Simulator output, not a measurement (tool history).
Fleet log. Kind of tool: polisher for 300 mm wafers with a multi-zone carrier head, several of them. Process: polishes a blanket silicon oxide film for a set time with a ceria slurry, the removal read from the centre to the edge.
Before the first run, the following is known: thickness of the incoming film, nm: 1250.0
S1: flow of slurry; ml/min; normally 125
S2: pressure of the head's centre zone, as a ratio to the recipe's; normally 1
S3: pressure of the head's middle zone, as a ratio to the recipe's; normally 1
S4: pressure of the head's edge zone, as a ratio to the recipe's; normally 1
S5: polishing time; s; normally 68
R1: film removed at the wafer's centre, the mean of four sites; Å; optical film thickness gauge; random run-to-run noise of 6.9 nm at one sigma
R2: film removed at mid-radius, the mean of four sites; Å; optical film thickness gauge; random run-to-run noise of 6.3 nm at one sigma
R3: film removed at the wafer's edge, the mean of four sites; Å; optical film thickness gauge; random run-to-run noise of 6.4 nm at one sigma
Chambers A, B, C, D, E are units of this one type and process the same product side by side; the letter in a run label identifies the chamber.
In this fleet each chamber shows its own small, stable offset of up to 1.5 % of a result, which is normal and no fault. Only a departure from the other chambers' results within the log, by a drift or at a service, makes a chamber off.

run	hour	S1	S2	S3	S4	S5	R1	R2	R3
1D	12.3	125	1	1	1	68	4907.2	4904.3	4977.9
# hour 18.3: chamber B: edge zone pressure recalibrated
2A	19.8	125	1	1	1	68	4848.6	5030.4	4895.8
3E	27.9	125	1	1	1	68	4894.5	4998.7	4923.4
4B	40.5	125	1	1	1	68	5003.5	5091.8	4960.5
# hour 44.6: chamber D: worn pad replaced by a new one
5C	51.6	125	1	1	1	68	4901.1	4907	5015.8
# hour 55: chamber E: worn pad replaced by a new one
# hour 56.9: chamber A: worn pad replaced by a new one
# hour 61.8: chamber C: worn pad replaced by a new one
6B	62.8	125	1	1	1	68	4994	4985.7	4823.7
# hour 69.3: chamber B: worn pad replaced by a new one
7D	69.8	125	1	1	1	68	4977.6	4970	4904.5
8A	83.3	145	1.08	1	1	68	5727.2	5118.6	5091.1
# hour 87.4: chamber D: edge zone pressure recalibrated
9E	92.7	145	1.08	1	1	68	5511.7	5222.9	5007.5
10C	102.2	145	1.08	1	1	68	5720.4	5047.2	5110.3
11B	113.3	145	1.08	1	1	68	5610.3	5194.9	5062.3
# hour 115: chamber E: edge zone pressure recalibrated
12E	125	145	1.08	1	1	68	5642.7	5112.8	5045.8
# hour 131.7: chamber C: worn pad replaced by a new one
# hour 135.3: chamber C: slurry nozzle cleaned
13D	139.3	125	1	1	1	77	5536.5	5427.3	5652.2
# hour 143: chamber B: worn pad replaced by a new one
# hour 144.2: chamber D: worn pad replaced by a new one
14A	146.9	125	1	1	1	77	5742.5	5617.2	5505.4
# hour 148: chamber E: worn pad replaced by a new one
# hour 149: chamber A: worn pad replaced by a new one
15C	157.5	125	1	1	1	77	5581.4	5656.2	5651.1
16C	169.8	125	1	1	1	77	5733.1	5570	5759.8
17A	182.3	125	1	1	1	77	5567.1	5579.5	5701.3
18D	196.1	125	1	1	1	68	4923.9	4931.2	4948.6
# hour 205.6: chamber C: centre zone pressure recalibrated
19B	211.4	125	1	1	1	68	4790.8	4910.6	4830.4
20E	218.6	125	1	1	1	68	4933.9	4898.5	4830.1
# hour 219.1: chamber B: worn pad replaced by a new one
# hour 221.2: chamber C: worn pad replaced by a new one
21C	229.4	125	1	1	1	68	5005.4	4952.3	4918.2
# hour 235: chamber D: worn pad replaced by a new one
22B	242.3	125	1	1	1	68	5045.1	4999.4	4987
23D	252.7	125	1	1	1	68	4989.7	4952.1	4866.5
# hour 259: chamber A: worn pad replaced by a new one
24E	267.5	125	1	1	1	68	4793.4	4735.7	4786.7
# hour 269: chamber E: worn pad replaced by a new one
25A	276.4	125	1	1	1	68	4989.5	4775.7	4819
26C	290.7	125	1	1	1	68	4878	4815.3	4964.6
# hour 292.3: chamber B: worn pad replaced by a new one
27D	304.6	145	1	1	1	83	6123.7	6276.1	6069.6
# hour 305.3: chamber C: worn pad replaced by a new one
28E	315.7	145	1	1	1	83	5841.4	6027.7	5845.3
# hour 322.1: chamber D: worn pad replaced by a new one
29B	327.1	145	1	1	1	83	6160.3	6136.2	6335.1
30A	338	145	1	1	1	83	6365	6060	6197.2
# hour 346.8: chamber B: slurry nozzle cleaned
31A	350.7	145	1	1	1	83	6295.8	6277	6265
# hour 353.2: chamber A: centre zone pressure recalibrated
# hour 353.9: chamber A: worn pad replaced by a new one
32B	358.5	125	1	1	1	68	5084.9	5084.2	4927.6
# hour 363.5: chamber E: worn pad replaced by a new one
33C	365.8	125	1	1	1	68	4932.2	4880.7	4925.6
34D	376	125	0.89	1	1	88	5495.1	6465.2	6493
# hour 378.5: chamber C: worn pad replaced by a new one
35E	385.1	125	0.89	1	1	88	4914.4	5894.9	5929.1
36A	392.2	125	0.89	1	1	88	5642.1	6417.6	6324.1
37C	406.9	125	0.89	1	1	88	5704.5	6420.6	6381.6

Predict what each chamber gives when all 5 of them run the settings below next.
38A	418.1	125	1	1.06	1	68	?	?	?
38B	418.1	125	1	1.06	1	68	?	?	?
38C	418.1	125	1	1.06	1	68	?	?	?
38D	418.1	125	1	1.06	1	68	?	?	?
38E	418.1	125	1	1.06	1	68	?	?	?

run	R1	R2	R3
38A	5052.2	5247	4871.3
38B	4949.4	5331	4992.5
38C	4927.2	5196.2	4940.5
38D	5022.9	5150.4	4916.8
38E	4404.4	4698.4	4453.6
